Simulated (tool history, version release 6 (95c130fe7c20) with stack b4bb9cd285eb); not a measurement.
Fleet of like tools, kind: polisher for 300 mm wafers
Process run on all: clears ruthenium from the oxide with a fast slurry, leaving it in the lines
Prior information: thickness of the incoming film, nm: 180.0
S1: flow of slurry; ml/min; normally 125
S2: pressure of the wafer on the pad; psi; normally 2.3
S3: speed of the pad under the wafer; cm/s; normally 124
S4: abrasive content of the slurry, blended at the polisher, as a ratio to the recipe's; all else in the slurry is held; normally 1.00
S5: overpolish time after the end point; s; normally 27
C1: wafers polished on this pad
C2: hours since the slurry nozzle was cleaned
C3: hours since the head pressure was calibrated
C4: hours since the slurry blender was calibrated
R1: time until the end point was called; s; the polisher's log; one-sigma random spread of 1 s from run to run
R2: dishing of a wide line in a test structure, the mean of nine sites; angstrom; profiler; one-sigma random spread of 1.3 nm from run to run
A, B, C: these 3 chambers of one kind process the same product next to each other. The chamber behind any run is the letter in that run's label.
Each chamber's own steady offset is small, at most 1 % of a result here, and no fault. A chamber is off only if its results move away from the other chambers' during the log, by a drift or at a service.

{"hour": 3.1, "done": "chamber B: slurry blender recalibrated"}
{"run": "1B", "hour": 8.8, "S1": 125, "S2": 2.3, "S3": 124, "S4": 1.0, "S5": 27, "C1": 1226, "C2": 422.2, "C3": 810.2, "C4": 5.8, "R1": 50.472, "R2": 754.65}
{"run": "2A", "hour": 14.8, "S1": 125, "S2": 2.3, "S3": 124, "S4": 1.0, "S5": 27, "C1": 353, "C2": 329.3, "C3": 162.8, "C4": 208.9, "R1": 50.239, "R2": 724.73}
{"run": "3C", "hour": 21.4, "S1": 125, "S2": 2.3, "S3": 124, "S4": 1.0, "S5": 27, "C1": 764, "C2": 297.3, "C3": 509.6, "C4": 85.9, "R1": 49.879, "R2": 757.69}
{"hour": 23.8, "done": "chamber B: worn pad replaced by a new one"}
{"run": "4B", "hour": 26.8, "S1": 125, "S2": 2.3, "S3": 124, "S4": 1.0, "S5": 27, "C1": 26, "C2": 440.2, "C3": 828.2, "C4": 23.8, "R1": 51.441, "R2": 727.5}
{"run": "5A", "hour": 35.9, "S1": 125, "S2": 2.3, "S3": 124, "S4": 1.0, "S5": 27, "C1": 534, "C2": 350.4, "C3": 183.9, "C4": 230.0, "R1": 49.809, "R2": 753.68}
{"run": "6C", "hour": 46.2, "S1": 125, "S2": 2.3, "S3": 124, "S4": 1.0, "S5": 27, "C1": 978, "C2": 322.1, "C3": 534.4, "C4": 110.7, "R1": 51.426, "R2": 742.13}
{"hour": 47.8, "done": "chamber A: worn pad replaced by a new one"}
{"run": "7B", "hour": 51.4, "S1": 110, "S2": 2.3, "S3": 90, "S4": 1.0, "S5": 27, "C1": 238, "C2": 464.8, "C3": 852.8, "C4": 48.4, "R1": 69.838, "R2": 557.4}
{"hour": 57.8, "done": "chamber A: slurry blender recalibrated"}
{"run": "8A", "hour": 58.2, "S1": 110, "S2": 2.3, "S3": 90, "S4": 1.0, "S5": 27, "C1": 89, "C2": 372.7, "C3": 206.2, "C4": 0.4, "R1": 69.464, "R2": 573.14}
{"run": "9C", "hour": 69.2, "S1": 110, "S2": 2.3, "S3": 90, "S4": 1.0, "S5": 27, "C1": 1176, "C2": 345.1, "C3": 557.4, "C4": 133.7, "R1": 74.548, "R2": 539.2}
{"run": "10A", "hour": 80.5, "S1": 125, "S2": 2.3, "S3": 124, "S4": 1.0, "S5": 27, "C1": 281, "C2": 395.0, "C3": 228.5, "C4": 22.7, "R1": 51.007, "R2": 740.06}
{"hour": 89.4, "done": "chamber C: worn pad replaced by a new one"}
{"run": "11C", "hour": 90.6, "S1": 160, "S2": 2.3, "S3": 110, "S4": 1.0, "S5": 27, "C1": 11, "C2": 366.5, "C3": 578.8, "C4": 155.1, "R1": 53.697, "R2": 692.57}
{"hour": 98.0, "done": "chamber C: slurry nozzle cleaned"}
{"run": "12B", "hour": 98.3, "S1": 160, "S2": 2.3, "S3": 110, "S4": 1.0, "S5": 27, "C1": 642, "C2": 511.7, "C3": 899.7, "C4": 95.3, "R1": 55.161, "R2": 691.37}
{"hour": 105.8, "done": "chamber B: slurry blender recalibrated"}
{"run": "13B", "hour": 108.2, "S1": 160, "S2": 2.3, "S3": 110, "S4": 1.0, "S5": 27, "C1": 727, "C2": 521.6, "C3": 909.6, "C4": 2.4, "R1": 55.268, "R2": 695.79}
{"hour": 112.7, "done": "chamber B: head pressure recalibrated"}
{"run": "14A", "hour": 116.7, "S1": 125, "S2": 2.3, "S3": 124, "S4": 1.0, "S5": 27, "C1": 593, "C2": 431.2, "C3": 264.7, "C4": 58.9, "R1": 51.964, "R2": 758.65}
{"run": "15C", "hour": 125.5, "S1": 125, "S2": 2.3, "S3": 124, "S4": 0.7, "S5": 27, "C1": 311, "C2": 27.5, "C3": 613.7, "C4": 190.0, "R1": 60.85, "R2": 639.06}
{"run": "16C", "hour": 133.4, "S1": 125, "S2": 2.3, "S3": 124, "S4": 0.7, "S5": 27, "C1": 379, "C2": 35.4, "C3": 621.6, "C4": 197.9, "R1": 62.474, "R2": 657.82}
{"hour": 137.6, "done": "chamber A: worn pad replaced by a new one"}
{"run": "17A", "hour": 142.8, "S1": 125, "S2": 2.3, "S3": 124, "S4": 0.7, "S5": 27, "C1": 44, "C2": 457.3, "C3": 290.8, "C4": 85.0, "R1": 60.552, "R2": 647.84}
{"run": "18B", "hour": 150.4, "S1": 125, "S2": 2.3, "S3": 124, "S4": 0.85, "S5": 27, "C1": 1090, "C2": 563.8, "C3": 37.7, "C4": 44.6, "R1": 57.422, "R2": 676.36}
{"run": "19A", "hour": 161.6, "S1": 125, "S2": 2.3, "S3": 124, "S4": 0.85, "S5": 27, "C1": 206, "C2": 476.1, "C3": 309.6, "C4": 103.8, "R1": 54.766, "R2": 706.09}
{"hour": 167.6, "done": "chamber B: worn pad replaced by a new one"}
{"run": "20B", "hour": 171.3, "S1": 125, "S2": 2.3, "S3": 124, "S4": 0.85, "S5": 27, "C1": 32, "C2": 584.7, "C3": 58.6, "C4": 65.5, "R1": 54.953, "R2": 664.82}
{"run": "21C", "hour": 178.8, "S1": 125, "S2": 2.3, "S3": 124, "S4": 1.0, "S5": 27, "C1": 770, "C2": 80.8, "C3": 667.0, "C4": 243.3, "R1": 51.852, "R2": 739.95}
{"run": "22C", "hour": 188.6, "S1": 125, "S2": 2.3, "S3": 124, "S4": 1.0, "S5": 27, "C1": 854, "C2": 90.6, "C3": 676.8, "C4": 253.1, "R1": 50.275, "R2": 744.85}
{"run": "23A", "hour": 196.6, "S1": 125, "S2": 2.3, "S3": 124, "S4": 1.0, "S5": 27, "C1": 507, "C2": 511.1, "C3": 344.6, "C4": 138.8, "R1": 50.755, "R2": 753.51}
{"run": "24B", "hour": 204.6, "S1": 125, "S2": 2.3, "S3": 106, "S4": 1.0, "S5": 36, "C1": 318, "C2": 618.0, "C3": 91.9, "C4": 98.8, "R1": 61.753, "R2": 800.87}
{"hour": 211.4, "done": "chamber B: slurry blender recalibrated"}
{"run": "25B", "hour": 215.1, "S1": 125, "S2": 2.3, "S3": 106, "S4": 1.0, "S5": 36, "C1": 409, "C2": 628.5, "C3": 102.4, "C4": 3.7, "R1": 63.655, "R2": 781.42}
{"run": "26C", "hour": 222.5, "S1": 125, "S2": 2.3, "S3": 106, "S4": 1.0, "S5": 36, "C1": 1146, "C2": 124.5, "C3": 710.7, "C4": 287.0, "R1": 59.12, "R2": 847.52}
{"hour": 226.7, "done": "chamber A: worn pad replaced by a new one"}
{"run": "27A", "hour": 233.3, "S1": 125, "S2": 1.5, "S3": 124, "S4": 1.0, "S5": 27, "C1": 57, "C2": 547.8, "C3": 381.3, "C4": 175.5, "R1": 79.191, "R2": 510.26}
{"run": "28B", "hour": 239.1, "S1": 125, "S2": 1.5, "S3": 124, "S4": 1.0, "S5": 27, "C1": 615, "C2": 652.5, "C3": 126.4, "C4": 27.7, "R1": 83.8, "R2": 474.13}
{"run": "29C", "hour": 244.3, "S1": 125, "S2": 1.5, "S3": 124, "S4": 1.0, "S5": 27, "C1": 1334, "C2": 146.3, "C3": 732.5, "C4": 308.8, "R1": 76.537, "R2": 494.18}
{"hour": 252.0, "done": "chamber C: worn pad replaced by a new one"}
{"run": "30A", "hour": 255.7, "S1": 125, "S2": 2.3, "S3": 124, "S4": 1.0, "S5": 27, "C1": 250, "C2": 570.2, "C3": 403.7, "C4": 197.9, "R1": 50.091, "R2": 748.38}
{"run": "31C", "hour": 266.1, "S1": 125, "S2": 2.3, "S3": 124, "S4": 1.0, "S5": 27, "C1": 121, "C2": 168.1, "C3": 754.3, "C4": 330.6, "R1": 50.485, "R2": 757.02}
{"run": "32A", "hour": 274.4, "S1": 125, "S2": 2.3, "S3": 124, "S4": 1.0, "S5": 27, "C1": 411, "C2": 588.9, "C3": 422.4, "C4": 216.6, "R1": 49.627, "R2": 762.76}
{"run": "33B", "hour": 279.7, "S1": 125, "S2": 2.3, "S3": 124, "S4": 1.0, "S5": 27, "C1": 965, "C2": 693.1, "C3": 167.0, "C4": 68.3, "R1": 54.366, "R2": 675.45}
{"run": "34B", "hour": 288.2, "S1": 125, "S2": 2.3, "S3": 124, "S4": 1.0, "S5": 27, "C1": 1038, "C2": 701.6, "C3": 175.5, "C4": 76.8, "R1": 57.702, "R2": 669.99}
{"run": "35A", "hour": 299.0, "S1": 125, "S2": 2.3, "S3": 88, "S4": 0.75, "S5": 27, "C1": 622, "C2": 613.5, "C3": 447.0, "C4": 241.2, "R1": 80.025, "R2": 490.58}
{"run": "36C", "hour": 307.8, "S1": 125, "S2": 2.3, "S3": 88, "S4": 0.75, "S5": 27, "C1": 480, "C2": 209.8, "C3": 796.0, "C4": 372.3, "R1": 83.068, "R2": 483.57}

Each of the 3 chambers runs these same settings next. Fill in every chamber's results:
{"run": "37A", "hour": 316.0, "S1": 125, "S2": 2.3, "S3": 124, "S4": 1.0, "S5": 27, "R1": "?", "R2": "?"}
{"run": "37B", "hour": 316.0, "S1": 125, "S2": 2.3, "S3": 124, "S4": 1.0, "S5": 27, "R1": "?", "R2": "?"}
{"run": "37C", "hour": 316.0, "S1": 125, "S2": 2.3, "S3": 124, "S4": 1.0, "S5": 27, "R1": "?", "R2": "?"}

run=37A R1=50.747 R2=734.57
run=37B R1=57.359 R2=679.53
run=37C R1=50.259 R2=762.31
